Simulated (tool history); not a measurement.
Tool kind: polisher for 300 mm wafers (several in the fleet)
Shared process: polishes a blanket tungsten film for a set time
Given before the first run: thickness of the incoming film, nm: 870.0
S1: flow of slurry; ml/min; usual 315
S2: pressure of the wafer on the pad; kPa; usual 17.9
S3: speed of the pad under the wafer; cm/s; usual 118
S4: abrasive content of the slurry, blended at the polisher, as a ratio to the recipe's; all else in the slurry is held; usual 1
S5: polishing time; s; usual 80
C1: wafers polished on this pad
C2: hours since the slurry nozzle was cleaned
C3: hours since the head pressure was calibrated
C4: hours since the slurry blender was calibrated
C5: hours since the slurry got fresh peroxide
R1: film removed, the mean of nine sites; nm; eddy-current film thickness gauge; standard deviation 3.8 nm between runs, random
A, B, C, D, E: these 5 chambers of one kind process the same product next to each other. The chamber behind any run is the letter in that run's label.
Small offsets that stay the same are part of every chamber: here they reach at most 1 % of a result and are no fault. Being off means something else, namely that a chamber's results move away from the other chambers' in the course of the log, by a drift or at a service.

At day 0.350: chamber D: slurry tank refilled with fresh slurry and peroxide.
Run 1D, day 0.421: usual settings; C1 349; C2 274.7; C3 828.7; C4 65.1; C5 1.8. Result: R1 363.86 nm.
Run 2B, day 0.850: usual settings; C1 366; C2 653.1; C3 260.9; C4 235.9; C5 81.2. Result: R1 364.21 nm.
Run 3C, day 1.408: usual settings; C1 855; C2 335.6; C3 181.8; C4 435.0; C5 132.8. Result: R1 366.44 nm.
At day 1.488: chamber D: slurry nozzle cleaned.
At day 1.517: chamber E: worn pad replaced by a new one.
At day 1.712: chamber B: slurry blender recalibrated.
Run 4E, day 1.875: usual settings; C1 73; C2 807.6; C3 1219.6; C4 99.3; C5 52.5. Result: R1 352.76 nm.
Run 5A, day 2.296: usual settings; C1 609; C2 124.1; C3 360.9; C4 125.0; C5 71.3. Result: R1 365.69 nm.
At day 2.304: chamber B: slurry nozzle cleaned.
Run 6C, day 2.617: usual settings; C1 1101; C2 364.6; C3 210.8; C4 464.0; C5 161.8. Result: R1 366.70 nm.
At day 2.692: chamber C: slurry tank refilled with fresh slurry and peroxide.
At day 2.704: chamber B: slurry tank refilled with fresh slurry and peroxide.
At day 3.071: chamber B: worn pad replaced by a new one.
Run 7E, day 3.183: usual settings; C1 341; C2 839.0; C3 1251.0; C4 130.7; C5 83.9. Result: R1 357.76 nm.
At day 3.358: chamber E: slurry blender recalibrated.
At day 3.554: chamber D: worn pad replaced by a new one.
At day 3.654: chamber D: slurry tank refilled with fresh slurry and peroxide.
Run 8D, day 3.700: usual settings; C1 29; C2 53.2; C3 907.4; C4 143.8; C5 1.2. Result: R1 361.49 nm.
Run 9B, day 4.333: usual settings; C1 258; C2 48.7; C3 344.5; C4 63.0; C5 39.1. Result: R1 358.99 nm.
At day 4.358: chamber E: slurry tank refilled with fresh slurry and peroxide.
At day 4.375: chamber E: worn pad replaced by a new one.
Run 10A, day 4.742: usual settings; C1 1108; C2 182.8; C3 419.6; C4 183.7; C5 130.0. Result: R1 358.31 nm.
At day 4.988: chamber A: slurry blender recalibrated.
At day 5.004: chamber A: slurry tank refilled with fresh slurry and peroxide.
Run 11A, day 5.121: usual settings; C1 1186; C2 191.9; C3 428.7; C4 3.3; C5 2.9. Result: R1 368.05 nm.
At day 5.183: chamber E: head pressure recalibrated.
At day 5.354: chamber E: slurry nozzle cleaned.
Run 12D, day 5.762: usual settings; C1 451; C2 102.7; C3 956.9; C4 193.3; C5 50.7. Result: R1 358.01 nm.
At day 6.033: chamber A: worn pad replaced by a new one.
Run 13B, day 6.067: usual settings; C1 612; C2 90.3; C3 386.1; C4 104.6; C5 80.7. Result: R1 363.51 nm.
At day 6.125: chamber C: slurry blender recalibrated.
At day 6.342: chamber D: slurry tank refilled with fresh slurry and peroxide.
Run 14E, day 6.667: usual settings but S3 100 cm/s, S5 94 s; C1 468; C2 31.6; C3 35.7; C4 79.5; C5 55.4. Result: R1 362.29 nm.
Run 15C, day 7.138: usual settings but S3 100 cm/s, S5 94 s; C1 2025; C2 473.1; C3 319.3; C4 24.4; C5 106.8. Result: R1 339.77 nm.
At day 7.325: chamber B: worn pad replaced by a new one.
At day 7.371: chamber C: head pressure recalibrated.
Run 16A, day 7.454: usual settings but S3 100 cm/s, S5 94 s; C1 290; C2 247.9; C3 484.7; C4 59.3; C5 58.9. Result: R1 360.57 nm.
At day 7.746: chamber B: slurry tank refilled with fresh slurry and peroxide.
At day 7.775: chamber E: worn pad replaced by a new one.
Run 17E, day 7.867: usual settings but S3 100 cm/s, S5 94 s; C1 18; C2 60.4; C3 64.5; C4 108.3; C5 84.2. Result: R1 350.68 nm.
At day 7.879: chamber A: slurry nozzle cleaned.
Run 18D, day 8.200: usual settings but S3 100 cm/s, S5 94 s; C1 949; C2 161.2; C3 1015.4; C4 251.8; C5 44.7. Result: R1 367.73 nm.
At day 8.329: chamber D: head pressure recalibrated.
At day 8.604: chamber E: slurry tank refilled with fresh slurry and peroxide.
Run 19B, day 8.650: usual settings; C1 271; C2 152.3; C3 448.1; C4 166.6; C5 21.8. Result: R1 366.77 nm.
At day 8.875: chamber C: slurry tank refilled with fresh slurry and peroxide.
At day 8.992: chamber E: slurry blender recalibrated.
Run 20C, day 9.242: usual settings; C1 2455; C2 523.6; C3 45.0; C4 74.9; C5 8.9. Result: R1 338.59 nm.
At day 9.292: chamber D: slurry tank refilled with fresh slurry and peroxide.
Run 21A, day 9.696: usual settings; C1 748; C2 43.7; C3 538.5; C4 113.1; C5 112.7. Result: R1 371.10 nm.
At day 9.738: chamber D: worn pad replaced by a new one.
At day 10.017: chamber C: slurry nozzle cleaned.
Run 22B, day 10.096: usual settings; C1 566; C2 187.0; C3 482.8; C4 201.3; C5 56.5. Result: R1 360.93 nm.
At day 10.579: chamber A: slurry tank refilled with fresh slurry and peroxide.
Run 23E, day 10.621: usual settings; C1 581; C2 126.5; C3 130.6; C4 39.2; C5 48.5. Result: R1 361.87 nm.
At day 10.712: chamber E: worn pad replaced by a new one.
Run 24D, day 11.158: usual settings; C1 290; C2 232.2; C3 68.0; C4 322.8; C5 44.9. Result: R1 355.81 nm.
At day 11.683: chamber B: worn pad replaced by a new one.
Run 25C, day 11.738: usual settings; C1 2965; C2 41.4; C3 104.9; C4 134.8; C5 68.8. Result: R1 328.16 nm.
Run 26A, day 12.071: usual settings; C1 1233; C2 100.7; C3 595.5; C4 170.1; C5 35.8. Result: R1 367.65 nm.
At day 12.175: chamber D: slurry blender recalibrated.
At day 12.354: chamber D: slurry tank refilled with fresh slurry and peroxide.
At day 12.392: chamber A: worn pad replaced by a new one.
Run 27C, day 12.462: usual settings; C1 3113; C2 58.8; C3 122.3; C4 152.2; C5 86.2. Result: R1 318.62 nm.
At day 12.575: chamber A: slurry blender recalibrated.
Run 28B, day 12.833: usual settings; C1 235; C2 252.7; C3 548.5; C4 267.0; C5 122.2. Result: R1 361.02 nm.
Run 29D, day 13.171: usual settings but S1 250 ml/min, S2 13.8 kPa; C1 701; C2 280.5; C3 116.3; C4 24.0; C5 19.6. Result: R1 265.55 nm.
At day 13.242: chamber E: slurry tank refilled with fresh slurry and peroxide.
At day 13.371: chamber E: worn pad replaced by a new one.
Run 30E, day 13.567: usual settings but S1 250 ml/min, S2 13.8 kPa; C1 40; C2 197.2; C3 201.3; C4 109.9; C5 7.8. Result: R1 271.77 nm.
Run 31E, day 14.192: usual settings but S1 250 ml/min, S2 13.8 kPa; C1 168; C2 212.2; C3 216.3; C4 124.9; C5 22.8. Result: R1 267.56 nm.
Run 32A, day 14.842: usual settings but S1 250 ml/min, S2 13.8 kPa; C1 500; C2 167.2; C3 662.0; C4 54.4; C5 102.3. Result: R1 280.00 nm.

All 5 chambers run these settings next. Forecast each chamber's results:
Run 33A, day 15.317: usual settings but S2 15.9 kPa. Result: R1 ?.
Run 33B, day 15.317: usual settings but S2 15.9 kPa. Result: R1 ?.
Run 33C, day 15.317: usual settings but S2 15.9 kPa. Result: R1 ?.
Run 33D, day 15.317: usual settings but S2 15.9 kPa. Result: R1 ?.
Run 33E, day 15.317: usual settings but S2 15.9 kPa. Result: R1 ?.

run      R1
33A  317.90
33B  320.02
33C  284.40
33D  316.04
33E  317.06

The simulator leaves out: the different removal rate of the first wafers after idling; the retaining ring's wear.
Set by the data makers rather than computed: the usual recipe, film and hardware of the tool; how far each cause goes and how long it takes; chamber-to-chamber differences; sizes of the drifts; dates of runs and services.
